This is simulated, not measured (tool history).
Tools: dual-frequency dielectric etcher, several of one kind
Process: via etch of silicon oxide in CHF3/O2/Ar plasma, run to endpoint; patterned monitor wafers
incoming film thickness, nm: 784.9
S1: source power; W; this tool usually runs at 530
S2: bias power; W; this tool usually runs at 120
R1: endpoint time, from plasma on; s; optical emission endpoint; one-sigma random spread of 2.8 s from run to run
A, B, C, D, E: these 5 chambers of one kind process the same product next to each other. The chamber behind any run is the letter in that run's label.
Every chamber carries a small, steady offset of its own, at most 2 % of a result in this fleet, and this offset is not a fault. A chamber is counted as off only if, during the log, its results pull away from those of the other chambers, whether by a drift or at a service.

run	hour	S1	S2	R1
# hour 3.5: chamber A: source power generator calibrated
1E	8.1	530	120	469.57
2D	21.9	530	120	488.05
3C	31.8	530	120	471.78
4A	41.6	530	120	474.00
5B	57.4	630	93	472.32
6C	66.6	630	93	482.04
7D	76.4	630	93	488.57
8E	89.4	630	93	474.28
# hour 89.8: chamber C: wet clean of the chamber
9B	101.6	630	93	474.95
10A	113.2	530	120	476.53
11B	123.5	530	120	475.44
12A	138.4	580	120	460.67
13C	149.3	580	120	463.83
14D	157.2	580	120	463.66
15E	169.6	580	120	453.53
16D	184.1	580	120	466.61
17B	194.5	530	120	474.98
18C	202.1	530	120	477.52
19A	209.3	530	120	475.70
20E	216.3	530	120	469.21
21D	228.2	530	120	486.96
22E	240.0	580	142	432.80
23B	251.6	580	142	431.34
# hour 260.0: chamber C: source power generator calibrated
24A	260.8	580	142	436.15
25C	273.5	580	142	433.30
26B	283.9	580	142	434.13
27E	291.7	530	120	467.34
28A	301.7	610	104	465.97
# hour 309.8: chamber D: wet clean of the chamber
29D	313.4	610	104	475.04
# hour 324.8: chamber E: wet clean of the chamber
30C	327.1	610	104	472.08
31B	334.3	610	104	466.99
# hour 345.8: chamber B: wet clean of the chamber
32C	347.5	610	104	475.21
33E	356.7	530	120	474.27
34D	364.8	530	120	485.34
35A	376.8	530	120	476.11
36C	391.4	530	120	481.04
37D	406.3	530	120	482.59
38E	413.1	530	120	470.92
39A	420.7	530	120	473.44
40B	429.9	530	120	472.29
41B	437.7	530	120	468.34
42A	448.1	530	120	478.32
43E	459.2	480	142	462.00
44C	467.1	480	142	472.69

For the next run the whole fleet of 5 chambers uses the same settings. Give each chamber's results:
45A	478.5	530	120	?
45B	478.5	530	120	?
45C	478.5	530	120	?
45D	478.5	530	120	?
45E	478.5	530	120	?

run	R1
45A	477.02
45B	471.39
45C	479.05
45D	484.47
45E	474.93

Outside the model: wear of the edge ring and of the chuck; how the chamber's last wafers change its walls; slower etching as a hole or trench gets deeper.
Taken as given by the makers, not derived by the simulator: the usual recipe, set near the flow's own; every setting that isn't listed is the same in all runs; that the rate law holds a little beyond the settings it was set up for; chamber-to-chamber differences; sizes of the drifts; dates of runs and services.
